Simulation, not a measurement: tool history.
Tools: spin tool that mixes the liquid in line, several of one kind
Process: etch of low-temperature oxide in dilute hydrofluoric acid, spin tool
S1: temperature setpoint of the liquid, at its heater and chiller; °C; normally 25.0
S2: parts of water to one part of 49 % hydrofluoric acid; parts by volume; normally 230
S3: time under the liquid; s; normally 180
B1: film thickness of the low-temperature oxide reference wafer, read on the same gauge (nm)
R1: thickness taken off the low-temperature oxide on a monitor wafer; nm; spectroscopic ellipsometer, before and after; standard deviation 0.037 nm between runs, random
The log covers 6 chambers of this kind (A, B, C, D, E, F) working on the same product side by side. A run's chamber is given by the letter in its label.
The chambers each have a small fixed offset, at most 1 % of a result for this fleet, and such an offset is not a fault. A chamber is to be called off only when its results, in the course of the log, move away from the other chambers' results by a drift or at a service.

run 1F hour=9.2 | S1=25.0 S2=230 S3=180 | B1=99.999 | R1=8.9528
run 2A hour=16.1 | S1=25.0 S2=230 S3=180 | B1=99.966 | R1=8.9599
run 3B hour=26.8 | S1=25.0 S2=230 S3=180 | B1=99.990 | R1=8.9735
run 4D hour=39.0 | S1=25.0 S2=230 S3=180 | B1=100.010 | R1=9.1114
run 5C hour=49.4 | S1=25.0 S2=230 S3=180 | B1=99.994 | R1=8.9995
run 6E hour=58.3 | S1=25.0 S2=230 S3=180 | B1=100.010 | R1=8.9592
run 7B hour=69.1 | S1=25.0 S2=230 S3=180 | B1=99.987 | R1=8.9811
run 8F hour=77.3 | S1=25.0 S2=230 S3=180 | B1=100.020 | R1=8.9816
-- hour=86.7 chamber D: hydrofluoric acid flow meter replaced
run 9C hour=90.1 | S1=21.5 S2=230 S3=180 | B1=100.040 | R1=7.9290
run 10E hour=96.9 | S1=21.5 S2=230 S3=180 | B1=100.020 | R1=7.9762
run 11A hour=108.9 | S1=21.5 S2=230 S3=180 | B1=100.030 | R1=7.8765
run 12D hour=121.2 | S1=21.5 S2=230 S3=180 | B1=100.000 | R1=7.9906
run 13C hour=128.5 | S1=21.5 S2=230 S3=180 | B1=99.997 | R1=7.8690
run 14A hour=138.6 | S1=21.5 S2=230 S3=180 | B1=100.000 | R1=7.8985
run 15B hour=145.0 | S1=25.0 S2=230 S3=180 | B1=99.979 | R1=8.9586
run 16D hour=155.1 | S1=25.0 S2=230 S3=180 | B1=99.980 | R1=9.0899
run 17E hour=163.1 | S1=25.0 S2=230 S3=180 | B1=100.030 | R1=9.0509
run 18F hour=168.9 | S1=25.0 S2=230 S3=180 | B1=100.040 | R1=8.9580
run 19E hour=179.6 | S1=25.0 S2=230 S3=180 | B1=100.010 | R1=9.0897
run 20B hour=192.2 | S1=27.5 S2=175 S3=180 | B1=100.020 | R1=13.7880
run 21C hour=199.9 | S1=27.5 S2=175 S3=180 | B1=99.938 | R1=13.6890
run 22A hour=211.9 | S1=27.5 S2=175 S3=180 | B1=99.957 | R1=13.5010
run 23D hour=219.7 | S1=27.5 S2=175 S3=180 | B1=100.010 | R1=13.8920
-- hour=220.9 chamber E: hydrofluoric acid flow meter replaced
run 24F hour=228.7 | S1=27.5 S2=175 S3=180 | B1=100.020 | R1=13.7470
run 25A hour=235.2 | S1=27.5 S2=175 S3=180 | B1=100.020 | R1=13.5170
run 26D hour=244.8 | S1=25.0 S2=230 S3=180 | B1=99.974 | R1=9.0468
run 27F hour=255.5 | S1=23.5 S2=230 S3=235 | B1=99.978 | R1=11.1450
run 28B hour=263.7 | S1=23.5 S2=230 S3=235 | B1=99.956 | R1=11.1930
run 29C hour=271.7 | S1=23.5 S2=230 S3=235 | B1=100.030 | R1=11.0640
-- hour=273.5 chamber C: hydrofluoric acid flow meter replaced
run 30E hour=284.7 | S1=23.5 S2=230 S3=235 | B1=100.030 | R1=11.3740
run 31F hour=290.4 | S1=23.5 S2=230 S3=235 | B1=99.946 | R1=11.1090
run 32E hour=298.3 | S1=23.5 S2=230 S3=235 | B1=99.960 | R1=11.3600
run 33A hour=304.6 | S1=25.0 S2=230 S3=180 | B1=99.986 | R1=8.9339
run 34D hour=311.0 | S1=25.0 S2=230 S3=180 | B1=99.999 | R1=9.0435
run 35B hour=321.0 | S1=25.0 S2=230 S3=180 | B1=99.998 | R1=8.9666
run 36C hour=333.4 | S1=20.5 S2=135 S3=180 | B1=99.942 | R1=14.4540
run 37D hour=343.3 | S1=20.5 S2=135 S3=180 | B1=99.995 | R1=14.3800
run 38C hour=351.8 | S1=20.5 S2=135 S3=180 | B1=100.010 | R1=14.5610
run 39F hour=361.4 | S1=20.5 S2=135 S3=180 | B1=99.974 | R1=14.3310
run 40A hour=373.1 | S1=20.5 S2=135 S3=180 | B1=100.030 | R1=14.0270
run 41E hour=384.3 | S1=20.5 S2=135 S3=180 | B1=99.973 | R1=14.7500

Is one chamber out of step, is the gauge drifting, or do the chambers differ by no more than their own small offsets? For an off chamber, give its letter and the likeliest cause.

Little by little, chamber E moves away from the other chambers.
Likeliest cause: liquid hotter than its thermometer reads (K) = 1.02.

Which of the 4 candidates below, each the usual settings with something changed and its results left as question marks, puts chamber E back in line with what the other chambers give on the usual settings?
A result is in line if it is within this distance of the other chambers' mean on the usual settings: R1 0.1300 nm
run 42E-1 hour=393.6 | S1=25.0 S2=235 S3=175 | R1=?
run 42E-2 hour=393.6 | S1=25.0 S2=230 S3=175 | R1=?
run 42E-3 hour=393.6 | S1=25.0 S2=225 S3=185 | R1=?
run 42E-4 hour=393.6 | S1=26.0 S2=230 S3=180 | R1=?

Average result of the remaining chambers running the usual settings: R1 8.9871 nm
run=42E-1 R1=8.8225
run=42E-2 R1=9.0627
run=42E-3 R1=9.8463
run=42E-4 R1=9.6557
With 42E-2, the chamber falls back in line with the rest.
